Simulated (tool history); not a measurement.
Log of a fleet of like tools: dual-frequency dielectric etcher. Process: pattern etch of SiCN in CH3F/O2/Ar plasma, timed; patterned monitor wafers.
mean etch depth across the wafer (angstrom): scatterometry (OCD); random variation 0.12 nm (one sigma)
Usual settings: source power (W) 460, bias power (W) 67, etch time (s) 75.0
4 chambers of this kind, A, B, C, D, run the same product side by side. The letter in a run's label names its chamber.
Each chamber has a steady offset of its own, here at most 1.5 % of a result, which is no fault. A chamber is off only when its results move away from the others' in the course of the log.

run	hour	source power (W)	bias power (W)	etch time (s)	read-back reference wafer on the same gauge, depth_nm	mean etch depth across the wafer (angstrom)
1D	6.7	460	67	75.0	23.388	290.69
2A	17.4	460	67	75.0	23.391	292.38
3C	28.2	460	67	75.0	23.390	289.98
4B	35.7	460	67	75.0	23.386	287.69
# hour 38.5: chamber C: source power generator calibrated
5A	46.2	460	67	75.0	23.418	292.34
# hour 46.5: chamber B: wet clean of the chamber
# hour 53.5: chamber C: wet clean of the chamber
6C	55.5	460	67	75.0	23.389	289.33
7D	65.8	460	67	75.0	23.399	290.28
8B	78.4	460	75	61.5	23.413	247.00
9D	86.8	460	75	61.5	23.382	245.98
# hour 90.2: chamber D: wet clean of the chamber
10B	99.5	460	75	61.5	23.405	244.50
11C	106.4	460	75	61.5	23.397	248.22
12A	118.6	460	67	75.0	23.401	295.41
13A	128.0	460	82	75.0	23.407	315.81
14C	135.1	460	82	75.0	23.387	310.72
15D	143.5	460	82	75.0	23.406	310.90
16B	149.4	460	82	75.0	23.404	309.43
17C	155.1	460	67	75.0	23.426	287.23
18D	164.1	460	67	75.0	23.418	286.54
19A	170.1	460	67	75.0	23.404	294.14
20B	175.9	460	67	75.0	23.406	287.87
21C	188.3	460	67	75.0	23.402	287.91
22A	198.9	460	67	75.0	23.401	297.08
23B	205.3	460	83	75.0	23.409	311.75
24D	216.6	460	83	75.0	23.425	311.08
25C	225.7	460	83	75.0	23.395	310.54
26D	237.8	460	83	75.0	23.422	311.59
27B	248.6	460	67	75.0	23.398	289.36
28A	254.8	460	67	75.0	23.401	297.01
29D	264.7	570	67	75.0	23.397	312.10
30A	272.7	570	67	75.0	23.396	324.03
31C	282.3	570	67	75.0	23.403	313.08

Is one chamber off against the others, does the gauge drift, or is nothing wrong? If a chamber is off, say which, and what the likeliest cause is.

Chamber A drifts away from the others.
Cause: etch rate over this chamber's usual, % = 2.27.
The log may not tell that from: source power that arrives over what is set, %.

Here are 4 candidates for chamber A's next run, each the usual settings with a change, their results left as question marks. Which one brings its results back in line with what the others give on the usual settings?
In line means no further than this from the other chambers' mean on the usual settings: mean etch depth across the wafer (angstrom) 4.10
32A-1	291.5	470	68	75.0		?
32A-2	291.5	460	65	75.0		?
32A-3	291.5	460	67	72.5		?
32A-4	291.5	460	67	77.5		?

The other chambers' mean on the usual settings: mean etch depth across the wafer (angstrom) 288.53
run	mean etch depth across the wafer (angstrom)
32A-1	304.13
32A-2	297.03
32A-3	290.11
32A-4	310.11
32A-3 brings the chamber back in line.

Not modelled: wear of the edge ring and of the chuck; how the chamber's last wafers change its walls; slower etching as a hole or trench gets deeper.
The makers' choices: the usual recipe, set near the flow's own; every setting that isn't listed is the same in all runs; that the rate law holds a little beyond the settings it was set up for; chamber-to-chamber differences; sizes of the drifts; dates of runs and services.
